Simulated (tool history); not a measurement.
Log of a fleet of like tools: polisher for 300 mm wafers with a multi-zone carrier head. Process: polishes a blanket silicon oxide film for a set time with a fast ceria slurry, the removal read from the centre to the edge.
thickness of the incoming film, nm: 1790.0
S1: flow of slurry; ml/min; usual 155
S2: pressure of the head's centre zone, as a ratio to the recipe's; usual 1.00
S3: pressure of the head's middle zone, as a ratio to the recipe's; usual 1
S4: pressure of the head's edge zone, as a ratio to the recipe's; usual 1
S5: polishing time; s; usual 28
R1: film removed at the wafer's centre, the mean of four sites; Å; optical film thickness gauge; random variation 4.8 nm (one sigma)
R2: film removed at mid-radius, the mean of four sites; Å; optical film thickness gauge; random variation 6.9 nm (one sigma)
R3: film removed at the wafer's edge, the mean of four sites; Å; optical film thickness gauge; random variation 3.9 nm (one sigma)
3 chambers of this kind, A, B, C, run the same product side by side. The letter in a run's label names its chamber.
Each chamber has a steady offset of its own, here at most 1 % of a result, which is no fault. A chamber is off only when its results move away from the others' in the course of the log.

run 1B hour=4.5 | S1=155 S2=1.00 S3=1 S4=1 S5=28 | R1=6082.1 R2=6201.8 R3=6129.6
run 2A hour=14.0 | S1=155 S2=1.00 S3=1 S4=1 S5=28 | R1=6077.9 R2=6172.2 R3=6123.9
run 3C hour=22.3 | S1=155 S2=1.00 S3=1 S4=1 S5=28 | R1=6120.6 R2=6025.9 R3=6190.4
run 4C hour=30.1 | S1=155 S2=1.00 S3=1 S4=1 S5=28 | R1=6186.7 R2=6220.4 R3=6155.4
run 5A hour=34.8 | S1=155 S2=1.00 S3=1 S4=1 S5=28 | R1=6028.4 R2=6198.3 R3=6119.5
-- hour=35.9 chamber B: edge zone pressure recalibrated
-- hour=36.7 chamber B: worn pad replaced by a new one
run 6B hour=40.8 | S1=155 S2=1.00 S3=1 S4=1 S5=28 | R1=6117.6 R2=6169.1 R3=6117.4
run 7B hour=50.6 | S1=155 S2=1.00 S3=1 S4=1 S5=28 | R1=6095.3 R2=6133.9 R3=6086.0
-- hour=57.3 chamber B: slurry nozzle cleaned
run 8A hour=57.7 | S1=155 S2=1.00 S3=1 S4=1 S5=28 | R1=6150.8 R2=6080.8 R3=6135.7
run 9C hour=66.8 | S1=155 S2=1.00 S3=1 S4=1 S5=28 | R1=6127.1 R2=6115.9 R3=6125.5
run 10A hour=75.8 | S1=155 S2=1.00 S3=1 S4=1 S5=28 | R1=6080.3 R2=6070.7 R3=6081.4
run 11C hour=81.6 | S1=195 S2=1.09 S3=1 S4=1 S5=28 | R1=7118.8 R2=6411.4 R3=6319.0
run 12B hour=89.5 | S1=195 S2=1.09 S3=1 S4=1 S5=28 | R1=7071.0 R2=6283.0 R3=6321.2
-- hour=92.7 chamber B: worn pad replaced by a new one
run 13A hour=98.6 | S1=195 S2=1.09 S3=1 S4=1 S5=28 | R1=6878.3 R2=6210.0 R3=6173.9
run 14B hour=107.4 | S1=155 S2=1.00 S3=1 S4=1 S5=28 | R1=6126.3 R2=6225.7 R3=6077.9
run 15C hour=115.4 | S1=155 S2=1.00 S3=1 S4=1 S5=28 | R1=6142.1 R2=6100.5 R3=6067.3
run 16B hour=123.4 | S1=155 S2=1.00 S3=1 S4=1 S5=28 | R1=6104.9 R2=6178.0 R3=6123.6
run 17A hour=132.3 | S1=155 S2=1.00 S3=1 S4=1 S5=28 | R1=5813.5 R2=6000.8 R3=5791.5
-- hour=139.8 chamber C: worn pad replaced by a new one
run 18C hour=142.1 | S1=155 S2=1.00 S3=1 S4=1 S5=28 | R1=6107.7 R2=6126.1 R3=6080.8
run 19C hour=147.1 | S1=155 S2=1.00 S3=1 S4=1 S5=28 | R1=6149.6 R2=5960.6 R3=6111.5
-- hour=154.5 chamber B: worn pad replaced by a new one
run 20B hour=155.6 | S1=155 S2=1.00 S3=1 S4=1 S5=28 | R1=6179.1 R2=6298.4 R3=6154.7

Next, every chamber runs the same settings. What will each give?
run 21A hour=163.0 | S1=155 S2=1.00 S3=1 S4=1 S5=28 | R1=? R2=? R3=?
run 21B hour=163.0 | S1=155 S2=1.00 S3=1 S4=1 S5=28 | R1=? R2=? R3=?
run 21C hour=163.0 | S1=155 S2=1.00 S3=1 S4=1 S5=28 | R1=? R2=? R3=?

run=21A R1=5725.5 R2=5621.9 R3=5745.5
run=21B R1=6034.5 R2=6190.4 R3=6081.7
run=21C R1=6116.3 R2=6106.2 R3=6075.5

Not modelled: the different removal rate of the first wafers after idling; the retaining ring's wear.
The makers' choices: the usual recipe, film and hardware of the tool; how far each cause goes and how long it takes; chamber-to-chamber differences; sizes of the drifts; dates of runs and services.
